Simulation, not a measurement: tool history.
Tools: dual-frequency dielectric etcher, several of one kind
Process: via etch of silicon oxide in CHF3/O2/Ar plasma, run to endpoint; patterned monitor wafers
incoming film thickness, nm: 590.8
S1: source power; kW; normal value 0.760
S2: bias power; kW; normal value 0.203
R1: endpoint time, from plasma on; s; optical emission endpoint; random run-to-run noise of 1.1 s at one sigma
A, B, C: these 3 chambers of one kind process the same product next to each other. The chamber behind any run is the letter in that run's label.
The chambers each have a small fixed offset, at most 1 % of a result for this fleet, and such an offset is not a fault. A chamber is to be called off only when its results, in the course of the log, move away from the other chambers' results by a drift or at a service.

run,hour,S1,S2,R1
1C,12.0,0.760,0.203,261.84
2B,20.3,0.760,0.203,261.76
# hour 29.6: chamber A: wet clean of the chamber
3A,34.1,0.760,0.203,260.23
4B,43.3,0.760,0.203,261.18
5C,55.9,0.760,0.203,261.19
6A,63.5,0.760,0.203,261.49
7C,75.1,0.590,0.241,272.15
8A,83.9,0.590,0.241,267.35
9B,90.6,0.590,0.241,271.58
10B,98.0,0.760,0.203,261.51
11A,112.1,0.640,0.229,267.19
# hour 116.0: chamber B: wet clean of the chamber
12C,120.4,0.640,0.229,268.90
13B,129.9,0.640,0.229,276.36
14A,142.8,0.690,0.250,250.36
15C,153.8,0.690,0.250,252.86
16A,166.1,0.690,0.250,251.97
17C,174.4,0.760,0.203,261.50
18B,185.2,0.760,0.203,270.79
19C,193.7,0.760,0.203,263.17
20A,203.1,0.760,0.203,258.81
21B,213.3,0.760,0.236,257.49
22C,222.9,0.760,0.236,249.81
23A,232.9,0.760,0.236,245.11
24B,247.6,0.760,0.203,272.50
25C,254.4,0.760,0.203,263.59
26A,268.8,0.760,0.203,262.18
27B,275.8,0.760,0.203,270.12

Is one chamber off against the others, does the gauge drift, or is nothing wrong? If a chamber is off, say which, and what the likeliest cause is.

After it was serviced, chamber B no longer matches the other chambers.
Cause: etch rate under this chamber's usual, % = 3.48.

Which of the 4 candidates below, each the usual settings with something changed and its results left as question marks, puts chamber B back in line with what the other chambers give on the usual settings?
A result is in line if it is within this distance of the other chambers' mean on the usual settings: R1 3.80 s
28B-1,286.4,0.760,0.242,?
28B-2,286.4,0.720,0.193,?
28B-3,286.4,0.830,0.203,?
28B-4,286.4,0.690,0.186,?

On the usual settings, the other chambers give on average: R1 261.16 s
run,R1
28B-1,255.42
28B-2,282.02
28B-3,262.36
28B-4,290.33
Change 28B-3 lands the chamber within the allowed miss of the other chambers.
